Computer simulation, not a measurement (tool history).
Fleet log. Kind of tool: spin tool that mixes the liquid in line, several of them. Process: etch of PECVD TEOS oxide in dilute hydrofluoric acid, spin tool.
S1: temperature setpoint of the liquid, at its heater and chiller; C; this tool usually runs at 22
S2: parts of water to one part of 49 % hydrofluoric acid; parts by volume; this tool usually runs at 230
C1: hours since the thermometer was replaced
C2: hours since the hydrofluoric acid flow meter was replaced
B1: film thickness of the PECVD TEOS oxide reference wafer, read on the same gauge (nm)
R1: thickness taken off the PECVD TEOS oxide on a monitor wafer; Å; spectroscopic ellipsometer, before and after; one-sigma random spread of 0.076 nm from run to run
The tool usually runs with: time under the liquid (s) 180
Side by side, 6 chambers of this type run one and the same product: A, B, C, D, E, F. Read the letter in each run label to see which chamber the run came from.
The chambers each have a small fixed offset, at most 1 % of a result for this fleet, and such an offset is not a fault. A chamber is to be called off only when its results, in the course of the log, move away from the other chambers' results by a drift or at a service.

{"run": "1F", "hour": 5.0, "S1": 22, "S2": 230, "time under the liquid (s)": 180, "C1": 390.2, "C2": 928.8, "B1": 140.03, "R1": 100.48}
{"run": "2A", "hour": 9.6, "S1": 22, "S2": 230, "time under the liquid (s)": 180, "C1": 170.7, "C2": 452.6, "B1": 139.96, "R1": 99.851}
{"run": "3E", "hour": 14.9, "S1": 22, "S2": 230, "time under the liquid (s)": 180, "C1": 290.7, "C2": 492, "B1": 140, "R1": 100.28}
{"run": "4B", "hour": 18.0, "S1": 22, "S2": 230, "time under the liquid (s)": 180, "C1": 996.7, "C2": 977.5, "B1": 139.98, "R1": 99.078}
{"run": "5D", "hour": 21.9, "S1": 22, "S2": 230, "time under the liquid (s)": 180, "C1": 615.1, "C2": 756.5, "B1": 139.99, "R1": 100.02}
{"run": "6C", "hour": 24.5, "S1": 22, "S2": 230, "time under the liquid (s)": 180, "C1": 44, "C2": 356, "B1": 139.99, "R1": 99.866}
{"run": "7A", "hour": 27.8, "S1": 22, "S2": 340, "time under the liquid (s)": 180, "C1": 188.9, "C2": 470.8, "B1": 139.98, "R1": 60.303}
{"run": "8B", "hour": 33.3, "S1": 22, "S2": 340, "time under the liquid (s)": 180, "C1": 1012, "C2": 992.8, "B1": 139.98, "R1": 61.329}
{"run": "9C", "hour": 38.5, "S1": 22, "S2": 340, "time under the liquid (s)": 180, "C1": 58, "C2": 370, "B1": 139.97, "R1": 60.786}
{"run": "10F", "hour": 44.4, "S1": 22, "S2": 340, "time under the liquid (s)": 180, "C1": 429.6, "C2": 968.2, "B1": 140.02, "R1": 61.086}
{"run": "11D", "hour": 49.3, "S1": 22, "S2": 340, "time under the liquid (s)": 180, "C1": 642.5, "C2": 783.9, "B1": 139.97, "R1": 60.117}
{"run": "12E", "hour": 52.3, "S1": 22, "S2": 340, "time under the liquid (s)": 180, "C1": 328.1, "C2": 529.4, "B1": 140, "R1": 59.956}
{"run": "13B", "hour": 56.9, "S1": 22, "S2": 230, "time under the liquid (s)": 180, "C1": 1035.6, "C2": 1016.4, "B1": 140.02, "R1": 101.01}
{"run": "14C", "hour": 61.9, "S1": 22, "S2": 230, "time under the liquid (s)": 270, "C1": 81.4, "C2": 393.4, "B1": 139.96, "R1": 146.73}
{"run": "15A", "hour": 65.3, "S1": 22, "S2": 230, "time under the liquid (s)": 270, "C1": 226.4, "C2": 508.3, "B1": 140.01, "R1": 147.94}
{"hour": 66.7, "done": "chamber A: hydrofluoric acid flow meter replaced"}
{"run": "16E", "hour": 68.7, "S1": 22, "S2": 230, "time under the liquid (s)": 270, "C1": 344.5, "C2": 545.8, "B1": 140.02, "R1": 148.46}
{"run": "17F", "hour": 74.6, "S1": 22, "S2": 230, "time under the liquid (s)": 270, "C1": 459.8, "C2": 998.4, "B1": 140.01, "R1": 150.08}
{"run": "18D", "hour": 78.1, "S1": 22, "S2": 230, "time under the liquid (s)": 270, "C1": 671.3, "C2": 812.7, "B1": 140, "R1": 147.89}
{"run": "19D", "hour": 83.9, "S1": 22, "S2": 230, "time under the liquid (s)": 270, "C1": 677.1, "C2": 818.5, "B1": 140.02, "R1": 148.16}
{"run": "20B", "hour": 89.8, "S1": 22, "S2": 230, "time under the liquid (s)": 180, "C1": 1068.5, "C2": 1049.3, "B1": 139.98, "R1": 100.96}
{"run": "21C", "hour": 94.6, "S1": 22, "S2": 230, "time under the liquid (s)": 180, "C1": 114.1, "C2": 426.1, "B1": 140.01, "R1": 97.98}
{"run": "22A", "hour": 97.8, "S1": 22, "S2": 230, "time under the liquid (s)": 180, "C1": 258.9, "C2": 31.1, "B1": 140, "R1": 98.883}
{"run": "23E", "hour": 103.0, "S1": 22, "S2": 230, "time under the liquid (s)": 180, "C1": 378.8, "C2": 580.1, "B1": 139.97, "R1": 95.848}
{"run": "24F", "hour": 106.1, "S1": 22, "S2": 230, "time under the liquid (s)": 180, "C1": 491.3, "C2": 1029.9, "B1": 140.04, "R1": 100.38}
{"run": "25B", "hour": 110.7, "S1": 22, "S2": 175, "time under the liquid (s)": 145, "C1": 1089.4, "C2": 1070.2, "B1": 139.99, "R1": 112.18}
{"run": "26C", "hour": 114.0, "S1": 22, "S2": 175, "time under the liquid (s)": 145, "C1": 133.5, "C2": 445.5, "B1": 139.99, "R1": 112.32}
{"hour": 117.9, "done": "chamber F: hydrofluoric acid flow meter replaced"}
{"run": "27F", "hour": 119.6, "S1": 22, "S2": 175, "time under the liquid (s)": 145, "C1": 504.8, "C2": 1.8, "B1": 140, "R1": 111.75}
{"run": "28D", "hour": 125.5, "S1": 22, "S2": 175, "time under the liquid (s)": 145, "C1": 718.7, "C2": 860.1, "B1": 139.99, "R1": 110.94}
{"run": "29A", "hour": 128.4, "S1": 22, "S2": 175, "time under the liquid (s)": 145, "C1": 289.5, "C2": 61.7, "B1": 140.02, "R1": 112.5}
{"run": "30E", "hour": 132.8, "S1": 22, "S2": 175, "time under the liquid (s)": 145, "C1": 408.6, "C2": 609.9, "B1": 139.98, "R1": 104.93}
{"run": "31F", "hour": 137.0, "S1": 22, "S2": 230, "time under the liquid (s)": 180, "C1": 522.2, "C2": 19.2, "B1": 139.96, "R1": 100.47}
{"run": "32A", "hour": 141.6, "S1": 22, "S2": 230, "time under the liquid (s)": 180, "C1": 302.7, "C2": 74.9, "B1": 140.02, "R1": 99.3}
{"run": "33C", "hour": 146.7, "S1": 17, "S2": 230, "time under the liquid (s)": 180, "C1": 166.2, "C2": 478.2, "B1": 139.99, "R1": 82.386}
{"run": "34B", "hour": 152.2, "S1": 17, "S2": 230, "time under the liquid (s)": 180, "C1": 1130.9, "C2": 1111.7, "B1": 140, "R1": 82.394}
{"run": "35D", "hour": 155.2, "S1": 17, "S2": 230, "time under the liquid (s)": 180, "C1": 748.4, "C2": 889.8, "B1": 140, "R1": 81.088}
{"run": "36E", "hour": 157.9, "S1": 17, "S2": 230, "time under the liquid (s)": 180, "C1": 433.7, "C2": 635, "B1": 140.02, "R1": 76.387}
{"run": "37D", "hour": 161.4, "S1": 17, "S2": 230, "time under the liquid (s)": 180, "C1": 754.6, "C2": 896, "B1": 140.02, "R1": 82.285}
{"run": "38A", "hour": 167.4, "S1": 17, "S2": 230, "time under the liquid (s)": 180, "C1": 328.5, "C2": 100.7, "B1": 139.97, "R1": 81.807}
{"run": "39E", "hour": 171.5, "S1": 22, "S2": 230, "time under the liquid (s)": 180, "C1": 447.3, "C2": 648.6, "B1": 139.99, "R1": 88.879}

For the next run the whole fleet of 6 chambers uses the same settings. Give each chamber's results:
{"run": "40A", "hour": 175.9, "S1": 22, "S2": 230, "time under the liquid (s)": 180, "R1": "?"}
{"run": "40B", "hour": 175.9, "S1": 22, "S2": 230, "time under the liquid (s)": 180, "R1": "?"}
{"run": "40C", "hour": 175.9, "S1": 22, "S2": 230, "time under the liquid (s)": 180, "R1": "?"}
{"run": "40D", "hour": 175.9, "S1": 22, "S2": 230, "time under the liquid (s)": 180, "R1": "?"}
{"run": "40E", "hour": 175.9, "S1": 22, "S2": 230, "time under the liquid (s)": 180, "R1": "?"}
{"run": "40F", "hour": 175.9, "S1": 22, "S2": 230, "time under the liquid (s)": 180, "R1": "?"}

run=40A R1=99.241
run=40B R1=101.29
run=40C R1=98.799
run=40D R1=99.693
run=40E R1=89.615
run=40F R1=100.99
